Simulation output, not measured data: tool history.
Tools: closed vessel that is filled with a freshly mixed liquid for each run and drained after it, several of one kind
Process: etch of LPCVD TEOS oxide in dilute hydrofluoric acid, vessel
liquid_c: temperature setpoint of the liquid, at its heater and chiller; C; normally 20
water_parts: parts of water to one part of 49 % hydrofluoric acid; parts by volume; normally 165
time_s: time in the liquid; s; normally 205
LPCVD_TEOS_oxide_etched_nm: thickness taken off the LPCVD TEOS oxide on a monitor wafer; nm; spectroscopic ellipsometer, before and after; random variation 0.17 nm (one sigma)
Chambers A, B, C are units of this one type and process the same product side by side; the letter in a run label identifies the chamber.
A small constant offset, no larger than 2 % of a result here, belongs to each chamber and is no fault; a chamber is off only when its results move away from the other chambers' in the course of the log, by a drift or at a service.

run	day	liquid_c	water_parts	time_s	hours since the thermometer was replaced	hours since the hydrofluoric acid flow meter was replaced	read-back film thickness of the LPCVD TEOS oxide reference wafer, read on the same gauge (nm)	LPCVD_TEOS_oxide_etched_nm
1B	0.433	20	165	205	23.5	241.5	80.003	33.698
2C	0.783	20	165	205	1017.2	1193.9	80.016	33.101
3A	1.246	20	165	205	373.4	188.8	80.016	34.095
4C	1.679	20	165	205	1038.7	1215.4	79.991	33.416
5B	2.042	20	225	105	62.1	280.1	80.007	11.955
6A	2.258	20	225	105	397.7	213.1	80.005	11.971
7A	2.579	20	225	105	405.4	220.8	79.983	11.997
8B	3.067	20	165	205	86.7	304.7	80.006	34.539
9C	3.388	20	205	205	1079.7	1256.4	80.002	25.577
10C	3.775	20	205	205	1089.0	1265.7	80.014	25.603
11B	4.221	20	205	205	114.4	332.4	79.986	26.547
12A	4.550	20	165	205	452.7	268.1	79.993	34.196
13C	4.846	20	165	205	1114.7	1291.4	80.010	33.275
14A	5.321	20	165	205	471.2	286.6	80.013	34.483
15B	5.729	20	165	205	150.6	368.6	79.978	34.547
16B	5.988	20	165	205	156.8	374.8	80.001	34.879
17C	6.408	20	165	205	1152.2	1328.9	80.003	33.419
18A	6.821	20	165	205	507.2	322.6	80.020	34.179
19B	7.296	20	165	205	188.2	406.2	79.997	35.279
20C	7.712	20	120	205	1183.5	1360.2	80.003	47.789

All 3 chambers run these settings next. Forecast each chamber's results:
21A	8.062	20	165	205				?
21B	8.062	20	165	205				?
21C	8.062	20	165	205				?

run	LPCVD_TEOS_oxide_etched_nm
21A	34.256
21B	35.639
21C	33.219
